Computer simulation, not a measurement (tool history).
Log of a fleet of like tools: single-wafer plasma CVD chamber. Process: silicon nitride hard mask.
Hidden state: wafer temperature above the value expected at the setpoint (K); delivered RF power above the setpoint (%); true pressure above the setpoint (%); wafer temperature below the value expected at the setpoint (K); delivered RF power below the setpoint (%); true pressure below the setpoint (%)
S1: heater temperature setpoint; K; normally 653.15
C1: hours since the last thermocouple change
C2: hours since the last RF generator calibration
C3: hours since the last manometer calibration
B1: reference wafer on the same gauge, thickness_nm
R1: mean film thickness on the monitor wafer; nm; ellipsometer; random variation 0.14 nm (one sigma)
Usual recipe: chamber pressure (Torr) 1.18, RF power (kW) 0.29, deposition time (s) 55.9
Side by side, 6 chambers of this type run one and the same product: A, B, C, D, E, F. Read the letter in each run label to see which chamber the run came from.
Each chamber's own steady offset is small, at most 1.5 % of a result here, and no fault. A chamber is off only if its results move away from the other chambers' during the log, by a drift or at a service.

Run 1D, hour 2.9: usual settings; C1 319.1; C2 181.1; C3 539.9; B1 67.202. Result: R1 57.417 nm.
Run 2E, hour 6.6: usual settings; C1 1280.8; C2 2136.2; C3 973.1; B1 67.174. Result: R1 57.095 nm.
Run 3B, hour 10.1: usual settings; C1 1348.6; C2 1442.4; C3 744.6; B1 67.232. Result: R1 57.309 nm.
Run 4F, hour 13.4: usual settings; C1 1249.7; C2 242; C3 27.3; B1 67.19. Result: R1 58.164 nm.
Run 5C, hour 16.3: usual settings; C1 494.8; C2 135.4; C3 387.3; B1 67.223. Result: R1 57.23 nm.
Run 6A, hour 18.4: usual settings; C1 848.7; C2 886.1; C3 231.4; B1 67.2. Result: R1 57.676 nm.
Run 7B, hour 22.2: usual settings; C1 1360.7; C2 1454.5; C3 756.7; B1 67.199. Result: R1 57.7 nm.
Run 8D, hour 24.2: usual settings; C1 340.4; C2 202.4; C3 561.2; B1 67.198. Result: R1 57.744 nm.
Run 9E, hour 26.5: usual settings; C1 1300.7; C2 2156.1; C3 993; B1 67.223. Result: R1 57.369 nm.
Run 10F, hour 31: usual settings; C1 1267.3; C2 259.6; C3 44.9; B1 67.222. Result: R1 58.299 nm.
Run 11C, hour 34.2: usual settings but chamber pressure (Torr) 1.28; C1 512.7; C2 153.3; C3 405.2; B1 67.196. Result: R1 58.78 nm.
Run 12A, hour 37.5: usual settings but chamber pressure (Torr) 1.28; C1 867.8; C2 905.2; C3 250.5; B1 67.171. Result: R1 59.242 nm.
Run 13C, hour 41.7: usual settings but chamber pressure (Torr) 1.28; C1 520.2; C2 160.8; C3 412.7; B1 67.192. Result: R1 58.668 nm.
Run 14E, hour 45.4: usual settings but chamber pressure (Torr) 1.28; C1 1319.6; C2 2175; C3 1011.9; B1 67.229. Result: R1 58.429 nm.
Run 15A, hour 49.2: usual settings but chamber pressure (Torr) 1.28; C1 879.5; C2 916.9; C3 262.2; B1 67.201. Result: R1 59.319 nm.
Run 16D, hour 51.6: usual settings but chamber pressure (Torr) 1.28; C1 367.8; C2 229.8; C3 588.6; B1 67.196. Result: R1 59.332 nm.
Run 17B, hour 55.8: usual settings but S1 645.15 K, RF power (kW) 0.34; C1 1394.3; C2 1488.1; C3 790.3; B1 67.203. Result: R1 64.023 nm.
Run 18F, hour 59.5: usual settings but S1 645.15 K, RF power (kW) 0.34; C1 1295.8; C2 288.1; C3 73.4; B1 67.226. Result: R1 64.674 nm.
Run 19A, hour 63.1: usual settings but S1 645.15 K, RF power (kW) 0.34; C1 893.4; C2 930.8; C3 276.1; B1 67.194. Result: R1 64.17 nm.
Run 20C, hour 66.6: usual settings but S1 645.15 K, RF power (kW) 0.34; C1 545.1; C2 185.7; C3 437.6; B1 67.179. Result: R1 63.372 nm.
Run 21F, hour 69.3: usual settings but S1 645.15 K, RF power (kW) 0.34; C1 1305.6; C2 297.9; C3 83.2; B1 67.239. Result: R1 64.634 nm.
Run 22E, hour 72.5: usual settings but S1 645.15 K, RF power (kW) 0.34; C1 1346.7; C2 2202.1; C3 1039; B1 67.142. Result: R1 63.763 nm.
Run 23B, hour 75.9: usual settings; C1 1414.4; C2 1508.2; C3 810.4; B1 67.18. Result: R1 57.48 nm.
Run 24D, hour 80.5: usual settings; C1 396.7; C2 258.7; C3 617.5; B1 67.234. Result: R1 57.631 nm.
Run 25F, hour 84.7: usual settings; C1 1321; C2 313.3; C3 98.6; B1 67.218. Result: R1 58.296 nm.
Run 26A, hour 89: usual settings; C1 919.3; C2 956.7; C3 302; B1 67.192. Result: R1 57.529 nm.
Run 27B, hour 92.7: usual settings but chamber pressure (Torr) 1.05, RF power (kW) 0.24; C1 1431.2; C2 1525; C3 827.2; B1 67.179. Result: R1 48.734 nm.
Run 28E, hour 96.3: usual settings but chamber pressure (Torr) 1.05, RF power (kW) 0.24; C1 1370.5; C2 2225.9; C3 1062.8; B1 67.231. Result: R1 48.165 nm.
Run 29D, hour 100.2: usual settings but chamber pressure (Torr) 1.05, RF power (kW) 0.24; C1 416.4; C2 278.4; C3 637.2; B1 67.206. Result: R1 48.421 nm.
Run 30C, hour 104.7: usual settings but chamber pressure (Torr) 1.05, RF power (kW) 0.24; C1 583.2; C2 223.8; C3 475.7; B1 67.238. Result: R1 48.668 nm.
Run 31B, hour 108.9: usual settings but chamber pressure (Torr) 1.05, RF power (kW) 0.24; C1 1447.4; C2 1541.2; C3 843.4; B1 67.172. Result: R1 48.808 nm.
Run 32E, hour 112.8: usual settings but chamber pressure (Torr) 1.05, RF power (kW) 0.24; C1 1387; C2 2242.4; C3 1079.3; B1 67.212. Result: R1 48.068 nm.
Run 33C, hour 115.8: usual settings; C1 594.3; C2 234.9; C3 486.8; B1 67.19. Result: R1 57.101 nm.
Run 34D, hour 119.5: usual settings but S1 661.15 K; C1 435.7; C2 297.7; C3 656.5; B1 67.214. Result: R1 57.687 nm.
At hour 122.4: chamber F: thermocouple changed; heater temperature recalibrated.
Run 35A, hour 122.7: usual settings but S1 661.15 K; C1 953; C2 990.4; C3 335.7; B1 67.189. Result: R1 57.604 nm.
Run 36F, hour 125.4: usual settings but S1 661.15 K; C1 3; C2 354; C3 139.3; B1 67.161. Result: R1 58.014 nm.
Run 37C, hour 129.1: usual settings but S1 661.15 K; C1 607.6; C2 248.2; C3 500.1; B1 67.181. Result: R1 57.041 nm.
Run 38B, hour 132.5: usual settings but S1 661.15 K; C1 1471; C2 1564.8; C3 867; B1 67.211. Result: R1 57.249 nm.
Run 39F, hour 136.3: usual settings but S1 661.15 K; C1 13.9; C2 364.9; C3 150.2; B1 67.202. Result: R1 57.917 nm.

Next, all 6 chambers run the settings below, one line each with question marks for the results. What does each chamber give?
Run 40A, hour 139.7: usual settings but chamber pressure (Torr) 1.04. Result: R1 ?.
Run 40B, hour 139.7: usual settings but chamber pressure (Torr) 1.04. Result: R1 ?.
Run 40C, hour 139.7: usual settings but chamber pressure (Torr) 1.04. Result: R1 ?.
Run 40D, hour 139.7: usual settings but chamber pressure (Torr) 1.04. Result: R1 ?.
Run 40E, hour 139.7: usual settings but chamber pressure (Torr) 1.04. Result: R1 ?.
Run 40F, hour 139.7: usual settings but chamber pressure (Torr) 1.04. Result: R1 ?.

run      R1
40A  55.324
40B  55.174
40C  54.801
40D  55.273
40E  54.808
40F  55.703
